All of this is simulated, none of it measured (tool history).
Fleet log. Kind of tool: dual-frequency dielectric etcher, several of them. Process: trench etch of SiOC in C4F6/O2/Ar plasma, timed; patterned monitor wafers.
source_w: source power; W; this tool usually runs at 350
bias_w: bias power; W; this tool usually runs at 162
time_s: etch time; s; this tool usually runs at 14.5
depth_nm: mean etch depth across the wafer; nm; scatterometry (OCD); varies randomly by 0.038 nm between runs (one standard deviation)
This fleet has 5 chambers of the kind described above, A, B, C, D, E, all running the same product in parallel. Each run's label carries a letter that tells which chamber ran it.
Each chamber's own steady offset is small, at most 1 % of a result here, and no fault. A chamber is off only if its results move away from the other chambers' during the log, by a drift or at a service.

run	hour	source_w	bias_w	time_s	hours since the last wet clean	hours since the last source power generator calibration	hours since the last bias power generator calibration	read-back reference wafer on the same gauge, depth_nm	depth_nm
1B	11.3	350	162	14.5	255	1123.1	2538.2	24.905	27.519
2D	26.1	350	162	14.5	396.7	888.8	282.1	24.902	27.493
3A	34.4	350	162	14.5	559	1419	2339.6	24.914	27.851
# hour 39.6: chamber A: bias power generator calibrated
4C	43.7	350	162	14.5	573.9	462.1	1411.7	24.912	27.648
5E	56.7	350	162	14.5	384.2	3426.9	2002.8	24.92	27.744
# hour 59.1: chamber A: wet clean of the chamber
# hour 68.4: chamber C: wet clean of the chamber
6B	68.9	350	162	14.5	312.6	1180.7	2595.8	24.927	27.536
7D	77.5	350	162	14.5	448.1	940.2	333.5	24.928	27.462
8A	88.6	350	162	14.5	29.6	1473.2	49.1	24.924	27.864
9E	97.4	350	162	14.5	424.9	3467.6	2043.5	24.94	27.778
10C	104.7	260	131	14.5	36.4	523.1	1472.7	24.939	23.148
11C	115.7	260	131	14.5	47.4	534.1	1483.7	24.93	23.182
# hour 117.4: chamber C: bias power generator calibrated
12B	125.5	260	131	14.5	369.2	1237.3	2652.4	24.936	22.943
13A	139.2	260	131	14.5	80.2	1523.8	99.7	24.938	23.238
# hour 139.9: chamber D: wet clean of the chamber
# hour 141.6: chamber E: source power generator calibrated
14E	152.4	260	131	14.5	479.9	10.9	2098.5	24.951	23.188
15D	164.9	350	162	14.5	25	1027.6	420.9	24.941	27.541
16C	179.5	350	162	14.5	111.2	597.9	62.2	24.954	27.844
17B	187.4	350	162	14.5	431.1	1299.2	2714.3	24.952	27.563
18A	195.8	350	162	14.5	136.8	1580.4	156.3	24.955	27.882
19E	204.6	350	162	14.5	532.1	63.1	2150.7	24.961	27.885
# hour 209.6: chamber E: wet clean of the chamber
20D	215.4	350	162	14.5	75.5	1078.1	471.4	24.964	27.593
21A	223	350	162	14.5	164	1607.6	183.5	24.978	27.924
22D	234.1	350	162	14.5	94.2	1096.8	490.1	24.973	27.629
23E	241.9	350	162	14.5	32.4	100.4	2188	24.98	27.775
24B	252.2	350	162	14.5	495.9	1364	2779.1	24.977	27.564
25C	266.3	350	162	14.5	198	684.7	149	24.977	27.781
# hour 272: chamber B: wet clean of the chamber
26C	275.8	350	162	14.5	207.5	694.2	158.5	24.977	27.79
27E	284.1	290	137	14.5	74.6	142.6	2230.2	24.987	24.577
28A	295	290	137	14.5	236	1679.6	255.5	24.981	24.663
29D	309.7	290	137	14.5	169.8	1172.4	565.7	24.989	24.34
30B	318.7	290	137	14.5	46.7	1430.5	2845.6	25	24.35
31B	329.4	290	137	14.5	57.4	1441.2	2856.3	25	24.356
32D	342.2	350	162	14.5	202.3	1204.9	598.2	25.004	27.609
33C	350.2	350	162	14.5	281.9	768.6	232.9	25.003	27.811
34E	357.1	350	162	14.5	147.6	215.6	2303.2	25.009	27.911
35A	369.7	440	162	14.5	310.7	1754.3	330.2	25.008	30.55
36B	382.2	440	162	14.5	110.2	1494	2909.1	25.016	30.249
37E	392.4	440	162	14.5	182.9	250.9	2338.5	25.018	30.539
38A	403.6	440	162	14.5	344.6	1788.2	364.1	25.028	30.657
39D	413.1	440	162	14.5	273.2	1275.8	669.1	25.016	30.174
40C	422.8	350	162	14.5	354.5	841.2	305.5	25.027	27.832
41A	433.2	350	162	14.5	374.2	1817.8	393.7	25.032	27.945
42C	445.2	350	162	14.5	376.9	863.6	327.9	25.026	27.778
43E	454.5	350	162	14.5	245	313	2400.6	25.034	27.863

One chamber off, gauge drift, or nothing amiss beyond the chambers' own small offsets? If it is a chamber, which one, and what is the likeliest cause?

None of the chambers is off. What moves is the gauge, dragging all their readings along together.
Most likely cause: gauge reads high (%) = 0.565.
